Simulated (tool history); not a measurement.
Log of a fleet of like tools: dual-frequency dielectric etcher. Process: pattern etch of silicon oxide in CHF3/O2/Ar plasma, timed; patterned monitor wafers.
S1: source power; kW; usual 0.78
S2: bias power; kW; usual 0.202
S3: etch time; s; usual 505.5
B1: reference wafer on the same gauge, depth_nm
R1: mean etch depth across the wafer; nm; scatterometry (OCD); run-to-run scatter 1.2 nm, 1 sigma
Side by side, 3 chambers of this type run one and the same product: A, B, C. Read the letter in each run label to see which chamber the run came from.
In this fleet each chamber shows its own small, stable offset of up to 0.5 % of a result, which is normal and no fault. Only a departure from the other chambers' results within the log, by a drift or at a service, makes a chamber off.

run 1A day=0.154 | S1=0.78 S2=0.202 S3=505.5 | B1=1369.6 | R1=1144.1
run 2C day=0.392 | S1=0.78 S2=0.202 S3=505.5 | B1=1369.6 | R1=1153.6
-- day=0.504 chamber A: wet clean of the chamber
run 3B day=0.529 | S1=0.78 S2=0.202 S3=505.5 | B1=1369.4 | R1=1147.6
run 4C day=0.733 | S1=0.78 S2=0.202 S3=505.5 | B1=1369.1 | R1=1152.8
run 5B day=0.979 | S1=0.85 S2=0.202 S3=449 | B1=1369 | R1=1051.9
run 6A day=1.2 | S1=0.85 S2=0.202 S3=449 | B1=1368.8 | R1=1049.7
run 7B day=1.371 | S1=0.85 S2=0.202 S3=449 | B1=1368.5 | R1=1054.1
run 8A day=1.533 | S1=0.78 S2=0.202 S3=505.5 | B1=1368.1 | R1=1144.5
run 9C day=1.712 | S1=0.78 S2=0.202 S3=505.5 | B1=1368.1 | R1=1148.9
run 10B day=1.979 | S1=0.78 S2=0.202 S3=505.5 | B1=1367.6 | R1=1146.5
run 11A day=2.2 | S1=0.78 S2=0.202 S3=505.5 | B1=1367.7 | R1=1144.3
run 12C day=2.454 | S1=0.78 S2=0.202 S3=505.5 | B1=1367.1 | R1=1149.8
run 13C day=2.646 | S1=0.78 S2=0.202 S3=505.5 | B1=1366.6 | R1=1147.8
run 14A day=2.783 | S1=0.78 S2=0.202 S3=505.5 | B1=1366.6 | R1=1143.4
run 15B day=2.975 | S1=0.78 S2=0.202 S3=505.5 | B1=1366.6 | R1=1142.2
run 16B day=3.208 | S1=0.78 S2=0.202 S3=505.5 | B1=1366.5 | R1=1145
run 17A day=3.471 | S1=0.78 S2=0.202 S3=505.5 | B1=1366.1 | R1=1142
run 18C day=3.642 | S1=0.78 S2=0.202 S3=505.5 | B1=1365.4 | R1=1149.3
run 19A day=3.771 | S1=0.78 S2=0.202 S3=505.5 | B1=1365.4 | R1=1140.3
-- day=3.867 chamber B: wet clean of the chamber
run 20B day=3.979 | S1=0.78 S2=0.202 S3=505.5 | B1=1365.6 | R1=1142.3
run 21C day=4.242 | S1=0.78 S2=0.202 S3=505.5 | B1=1364.8 | R1=1149.6
run 22A day=4.488 | S1=0.78 S2=0.202 S3=505.5 | B1=1364.9 | R1=1141.6
run 23C day=4.7 | S1=0.78 S2=0.202 S3=505.5 | B1=1364.5 | R1=1147.8
run 24B day=4.917 | S1=0.78 S2=0.248 S3=505.5 | B1=1364.4 | R1=1223.7
run 25B day=5.083 | S1=0.78 S2=0.248 S3=505.5 | B1=1364.3 | R1=1224.5

Is one chamber out of step, is the gauge drifting, or do the chambers differ by no more than their own small offsets? For an off chamber, give its letter and the likeliest cause.

The shared gauge is drifting. All chambers look as if they move in step, but none is off.
Likeliest cause: gauge reads low (%) = 0.447.

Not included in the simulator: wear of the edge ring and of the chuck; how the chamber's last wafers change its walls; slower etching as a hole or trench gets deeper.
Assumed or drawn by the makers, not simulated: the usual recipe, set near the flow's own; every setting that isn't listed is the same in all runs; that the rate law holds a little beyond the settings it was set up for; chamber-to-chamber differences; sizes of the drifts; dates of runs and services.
